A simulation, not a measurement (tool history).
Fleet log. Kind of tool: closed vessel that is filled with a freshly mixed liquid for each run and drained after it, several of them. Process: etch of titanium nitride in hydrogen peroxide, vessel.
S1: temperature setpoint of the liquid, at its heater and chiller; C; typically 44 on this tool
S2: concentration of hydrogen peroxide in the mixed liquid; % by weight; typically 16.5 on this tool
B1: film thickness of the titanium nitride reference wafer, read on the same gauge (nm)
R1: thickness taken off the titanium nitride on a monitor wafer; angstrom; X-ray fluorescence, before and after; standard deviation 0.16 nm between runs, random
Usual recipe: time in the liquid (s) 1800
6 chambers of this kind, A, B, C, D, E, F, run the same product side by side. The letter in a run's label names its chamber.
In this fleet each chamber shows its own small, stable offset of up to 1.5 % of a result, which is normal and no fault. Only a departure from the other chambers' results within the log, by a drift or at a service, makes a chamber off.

Run 1C, hour 5.9: usual settings; B1 110.03. Result: R1 279.45 angstrom.
Run 2E, hour 9.6: usual settings; B1 109.99. Result: R1 274.64 angstrom.
Run 3A, hour 13.6: usual settings; B1 109.98. Result: R1 276.56 angstrom.
Run 4F, hour 17.6: usual settings; B1 109.97. Result: R1 279.01 angstrom.
Run 5D, hour 23.1: usual settings; B1 109.99. Result: R1 277.04 angstrom.
Run 6B, hour 27.6: usual settings; B1 110.01. Result: R1 274.16 angstrom.
Run 7D, hour 30.6: usual settings; B1 110.00. Result: R1 277.25 angstrom.
At hour 31.1: chamber E: new drum of peroxide connected.
Run 8B, hour 33.9: usual settings; B1 110.00. Result: R1 273.29 angstrom.
Run 9C, hour 37.7: usual settings but S1 37 C; B1 110.01. Result: R1 161.68 angstrom.
At hour 39.0: chamber D: thermometer replaced.
Run 10A, hour 41.3: usual settings but S1 37 C; B1 110.01. Result: R1 164.63 angstrom.
Run 11F, hour 45.0: usual settings but S1 37 C; B1 110.02. Result: R1 163.88 angstrom.
Run 12E, hour 49.4: usual settings but S1 37 C; B1 110.01. Result: R1 162.51 angstrom.
Run 13D, hour 52.2: usual settings but S1 37 C; B1 110.02. Result: R1 160.47 angstrom.
Run 14F, hour 57.0: usual settings but S1 37 C; B1 109.99. Result: R1 163.77 angstrom.
Run 15A, hour 62.5: usual settings; B1 110.03. Result: R1 277.91 angstrom.
Run 16E, hour 67.5: usual settings; B1 109.99. Result: R1 275.81 angstrom.
Run 17C, hour 70.2: usual settings; B1 109.99. Result: R1 279.27 angstrom.
Run 18B, hour 74.1: usual settings; B1 110.01. Result: R1 276.31 angstrom.
Run 19B, hour 76.9: usual settings; B1 110.03. Result: R1 276.19 angstrom.
Run 20D, hour 82.2: usual settings; B1 110.00. Result: R1 275.39 angstrom.
Run 21E, hour 88.3: usual settings; B1 109.99. Result: R1 275.61 angstrom.
Run 22F, hour 92.9: usual settings but S1 41 C, S2 12.5 % by weight; B1 110.00. Result: R1 210.66 angstrom.
Run 23A, hour 95.7: usual settings but S1 41 C, S2 12.5 % by weight; B1 109.96. Result: R1 211.91 angstrom.
Run 24C, hour 99.6: usual settings but S1 41 C, S2 12.5 % by weight; B1 110.03. Result: R1 209.50 angstrom.
Run 25B, hour 103.6: usual settings but S1 41 C, S2 12.5 % by weight; B1 109.99. Result: R1 208.77 angstrom.
Run 26F, hour 107.6: usual settings but S1 41 C, S2 12.5 % by weight; B1 109.99. Result: R1 209.05 angstrom.
Run 27C, hour 113.2: usual settings but S1 41 C, S2 12.5 % by weight; B1 109.98. Result: R1 208.62 angstrom.
Run 28D, hour 117.5: usual settings; B1 109.97. Result: R1 275.94 angstrom.
Run 29A, hour 121.9: usual settings; B1 110.00. Result: R1 281.01 angstrom.
Run 30E, hour 126.3: usual settings; B1 109.98. Result: R1 274.49 angstrom.
Run 31C, hour 132.4: usual settings; B1 109.98. Result: R1 277.07 angstrom.
At hour 136.1: chamber C: peroxide flow meter replaced.
Run 32B, hour 136.3: usual settings; B1 110.01. Result: R1 282.70 angstrom.
Run 33F, hour 139.7: usual settings but S1 48 C; B1 110.03. Result: R1 376.86 angstrom.
Run 34A, hour 142.3: usual settings but S1 48 C; B1 110.01. Result: R1 377.77 angstrom.
Run 35E, hour 148.5: usual settings but S1 48 C; B1 110.01. Result: R1 367.01 angstrom.
Run 36D, hour 152.4: usual settings but S1 48 C; B1 109.99. Result: R1 373.56 angstrom.
At hour 152.8: chamber A: peroxide flow meter replaced.
Run 37B, hour 158.5: usual settings but S1 48 C; B1 109.99. Result: R1 376.85 angstrom.
Run 38C, hour 162.6: usual settings but S1 48 C; B1 110.02. Result: R1 371.21 angstrom.
Run 39E, hour 168.1: usual settings; B1 109.97. Result: R1 274.88 angstrom.
Run 40F, hour 173.2: usual settings; B1 110.01. Result: R1 280.66 angstrom.
Run 41A, hour 178.4: usual settings; B1 109.95. Result: R1 277.21 angstrom.
Run 42D, hour 184.4: usual settings; B1 110.03. Result: R1 279.12 angstrom.

Predict what each chamber gives when all 6 of them run the settings below next.
Run 43A, hour 188.8: usual settings but S2 18.5 % by weight. Result: R1 ?.
Run 43B, hour 188.8: usual settings but S2 18.5 % by weight. Result: R1 ?.
Run 43C, hour 188.8: usual settings but S2 18.5 % by weight. Result: R1 ?.
Run 43D, hour 188.8: usual settings but S2 18.5 % by weight. Result: R1 ?.
Run 43E, hour 188.8: usual settings but S2 18.5 % by weight. Result: R1 ?.
Run 43F, hour 188.8: usual settings but S2 18.5 % by weight. Result: R1 ?.

run      R1
43A  287.05
43B  293.30
43C  280.44
43D  283.65
43E  280.27
43F  284.25

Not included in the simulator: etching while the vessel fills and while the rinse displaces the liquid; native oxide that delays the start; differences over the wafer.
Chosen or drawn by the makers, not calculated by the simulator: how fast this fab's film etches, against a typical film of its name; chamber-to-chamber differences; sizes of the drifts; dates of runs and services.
